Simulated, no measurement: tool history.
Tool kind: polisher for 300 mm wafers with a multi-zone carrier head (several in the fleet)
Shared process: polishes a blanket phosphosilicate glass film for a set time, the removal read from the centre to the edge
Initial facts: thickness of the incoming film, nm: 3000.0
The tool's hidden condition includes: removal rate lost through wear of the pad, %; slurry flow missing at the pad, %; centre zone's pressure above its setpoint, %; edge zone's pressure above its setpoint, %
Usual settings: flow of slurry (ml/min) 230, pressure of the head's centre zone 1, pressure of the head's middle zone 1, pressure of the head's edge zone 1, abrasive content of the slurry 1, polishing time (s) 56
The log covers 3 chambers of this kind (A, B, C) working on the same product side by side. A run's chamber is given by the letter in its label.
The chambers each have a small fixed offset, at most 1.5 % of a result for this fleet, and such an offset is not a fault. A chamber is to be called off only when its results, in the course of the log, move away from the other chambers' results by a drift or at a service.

run,day,flow of slurry (ml/min),pressure of the head's centre zone,pressure of the head's middle zone,pressure of the head's edge zone,abrasive content of the slurry,polishing time (s),wafers polished on this pad,hours since the slurry nozzle was cleaned,hours since the centre zone pressure was calibrated,hours since the edge zone pressure was calibrated,film removed at the wafer's centre (nm),film removed at mid-radius (nm),film removed at the wafer's edge (nm)
# day 0.171: chamber A: centre zone pressure recalibrated
# day 0.338: chamber B: worn pad replaced by a new one
1C,0.421,230,1,1,1,1,56,1057,514.8,202.5,924,336.68,334.45,330.34
# day 0.746: chamber C: edge zone pressure recalibrated
2B,0.892,230,1,1,1,1,56,188,852.9,748,716.5,331.55,333.24,331.26
# day 0.921: chamber C: worn pad replaced by a new one
# day 1.142: chamber B: centre zone pressure recalibrated
3A,1.325,230,1,1,1,1,56,947,280.2,27.8,228.1,336.6,328.61,332.74
4A,1.9,230,1,1,1,1,56,1142,294,41.6,241.9,338.42,325.17,328.81
# day 2.112: chamber B: slurry nozzle cleaned
# day 2.271: chamber A: worn pad replaced by a new one
5C,2.512,230,1,1,1,1,56,539,565,252.7,42.5,335.2,331.85,334.89
6B,2.938,230,1,1,1,1,56,881,19.9,43.2,765.6,323.34,336.28,334.12
7B,3.325,230,1.08,1,1,1,37,1012,29.2,52.5,774.9,238.12,221.94,218.05
# day 3.529: chamber B: worn pad replaced by a new one
8C,3.929,230,1.08,1,1,1,37,1020,599,286.7,76.5,237.41,220.26,219.81
# day 4.404: chamber C: worn pad replaced by a new one
9A,4.575,230,1.08,1,1,1,37,780,358.2,105.8,306.1,243.27,217.19,218.6
# day 4.775: chamber C: slurry nozzle cleaned
10B,4.896,230,1,1,1,1,56,463,66.9,90.2,812.6,322.99,339.64,328.21
11C,5.208,230,1,1,1,1,56,273,10.5,317.4,107.2,328.02,333.63,334.31
12A,5.662,230,1,1,1,1,56,1149,384.3,131.9,332.2,338.25,331.23,323.43
13C,5.962,285,1,1,1,1,56,529,28.6,335.5,125.3,342.63,342.32,340.73
# day 6.071: chamber A: worn pad replaced by a new one
# day 6.167: chamber B: edge zone pressure recalibrated
14B,6.425,285,1,1,1,1,56,981,103.6,126.9,6.2,343.74,338.52,342.73
# day 6.679: chamber B: worn pad replaced by a new one
15A,7.062,285,1,1,1,1,56,337,417.9,165.5,365.8,342,336.27,335.43
16A,7.508,230,1,1,1,1,56,488,428.6,176.2,376.5,336.99,332.74,325.99
# day 7.512: chamber C: worn pad replaced by a new one
17C,7.808,230,1,1,1,1,56,100,72.9,379.8,169.6,338.13,338.42,336.12
18B,8.458,230,0.94,1.11,1,1,56,604,152.4,175.7,55,307.67,372.8,326.61
19A,8.783,230,0.94,1.11,1,1,56,920,459.2,206.8,407.1,311.91,365.9,327.63
# day 9.238: chamber B: worn pad replaced by a new one
20C,9.446,230,0.94,1.11,1,1,56,655,112.2,419.1,208.9,305.48,370.47,337.52
# day 9.592: chamber A: worn pad replaced by a new one
21B,9.862,230,1,1,1,1,56,212,186.1,209.4,88.7,334.58,332.06,328.38
22C,10.454,230,1,1,1,1,56,997,136.4,443.3,233.1,334.34,339.68,335.2
23B,10.883,230,1,1,1,0.75,71,558,210.6,233.9,113.2,366.01,367.88,363.62
24A,11.288,230,1,1,1,0.75,71,575,519.3,266.9,467.2,371.4,368.39,364.14
# day 11.321: chamber C: worn pad replaced by a new one
25B,11.804,230,1,1,1,0.75,71,870,232.7,256,135.3,362.43,369.05,364.07
26C,12.3,230,1,1,1,1,56,332,180.7,487.6,277.4,333.91,335.93,326.76
# day 12.462: chamber B: worn pad replaced by a new one
27A,12.9,230,1,1,1,1,56,1121,558,305.6,505.9,336.77,325.8,328.35
28B,13.412,230,1,1,1,1,56,322,271.3,294.6,173.9,330.19,336.66,329.27
# day 13.612: chamber A: worn pad replaced by a new one
29A,13.817,230,1,1,1,1,56,70,580,327.6,527.9,344.65,327.97,326.95
30C,14.171,230,1,1,1.06,1,66,966,225.6,532.5,322.3,392.59,391.68,415.08

Predict what each chamber gives when all 3 of them run the settings below next.
31A,14.667,230,1,1,1,1,56,,,,,?,?,?
31B,14.667,230,1,1,1,1,56,,,,,?,?,?
31C,14.667,230,1,1,1,1,56,,,,,?,?,?

run,film removed at the wafer's centre (nm),film removed at mid-radius (nm),film removed at the wafer's edge (nm)
31A,339.45,331.06,335.32
31B,337.89,339.13,336.03
31C,336.92,334.15,327.59
